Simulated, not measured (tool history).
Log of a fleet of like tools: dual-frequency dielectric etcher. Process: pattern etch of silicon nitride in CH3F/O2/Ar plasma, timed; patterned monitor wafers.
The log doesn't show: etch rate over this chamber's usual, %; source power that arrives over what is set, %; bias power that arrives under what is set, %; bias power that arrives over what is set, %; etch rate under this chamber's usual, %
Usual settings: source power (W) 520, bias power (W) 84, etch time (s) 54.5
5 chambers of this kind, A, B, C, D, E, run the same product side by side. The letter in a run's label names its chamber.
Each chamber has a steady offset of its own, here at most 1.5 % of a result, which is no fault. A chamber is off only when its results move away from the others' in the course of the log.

run	hour	source power (W)	bias power (W)	etch time (s)	hours since the last wet clean	hours since the last source power generator calibration	hours since the last bias power generator calibration	read-back reference wafer on the same gauge, depth_nm	mean etch depth across the wafer (Å)
1B	5.9	520	84	54.5	308.5	987.6	864.2	41.9	443
2D	16.3	520	84	54.5	88.3	1722.1	159	41.886	440.81
# hour 24.4: chamber B: wet clean of the chamber
3A	27.3	520	84	54.5	51.3	2531.5	2827.5	41.874	449.65
4E	34.1	520	84	54.5	552.3	1882.9	2828.5	41.866	442.82
5C	39.1	560	84	65.5	104.3	3461.9	1677.3	41.857	550.25
6D	49.3	560	84	65.5	121.3	1755.1	192	41.853	544.1
7B	54.5	560	84	65.5	30.1	1036.2	912.8	41.852	547.2
8A	63.3	560	84	65.5	87.3	2567.5	2863.5	41.834	554.38
9E	74	560	84	65.5	592.2	1922.8	2868.4	41.828	548.24
10C	82.1	520	84	54.5	147.3	3504.9	1720.3	41.812	444.01
11E	91	520	84	54.5	609.2	1939.8	2885.4	41.826	443.36
12D	97.3	520	84	54.5	169.3	1803.1	240	41.811	441.19
13C	108.4	520	90	54.5	173.6	3531.2	1746.6	41.794	454.7
# hour 113.6: chamber E: wet clean of the chamber
14B	117.6	520	90	54.5	93.2	1099.3	975.9	41.782	452.71
15A	128.5	520	90	54.5	152.5	2632.7	2928.7	41.799	459.23
16B	136.2	520	90	54.5	111.8	1117.9	994.5	41.766	453.08
17C	144.5	520	90	54.5	209.7	3567.3	1782.7	41.76	454.52
18D	150.7	520	84	54.5	222.7	1856.5	293.4	41.742	438.98
19E	158.4	520	84	54.5	44.8	2007.2	2952.8	41.755	441.32
20A	165	520	84	54.5	189	2669.2	2965.2	41.756	447.47
21B	173.8	520	84	54.5	149.4	1155.5	1032.1	41.747	442.05
22A	183.4	520	84	42.5	207.4	2687.6	2983.6	41.735	348.44
23E	190	520	84	42.5	76.4	2038.8	2984.4	41.724	344.41
24C	197.1	520	84	42.5	262.3	3619.9	1835.3	41.726	345.77
25D	205.3	520	84	42.5	277.3	1911.1	348	41.702	342.64
26A	210.8	520	84	42.5	234.8	2715	3011	41.703	348.6
27B	220.3	520	84	54.5	195.9	1202	1078.6	41.701	440.8
28C	227.7	520	84	54.5	292.9	3650.5	1865.9	41.685	442.18
29E	237.9	520	84	54.5	124.3	2086.7	3032.3	41.683	441.11
30D	242.8	520	84	54.5	314.8	1948.6	385.5	41.674	439.32

Next, every chamber runs the same settings. What will each give?
31A	250.7	430	84	54.5					?
31B	250.7	430	84	54.5					?
31C	250.7	430	84	54.5					?
31D	250.7	430	84	54.5					?
31E	250.7	430	84	54.5					?

run	mean etch depth across the wafer (Å)
31A	414.96
31B	409.92
31C	411.32
31D	407.87
31E	411.71

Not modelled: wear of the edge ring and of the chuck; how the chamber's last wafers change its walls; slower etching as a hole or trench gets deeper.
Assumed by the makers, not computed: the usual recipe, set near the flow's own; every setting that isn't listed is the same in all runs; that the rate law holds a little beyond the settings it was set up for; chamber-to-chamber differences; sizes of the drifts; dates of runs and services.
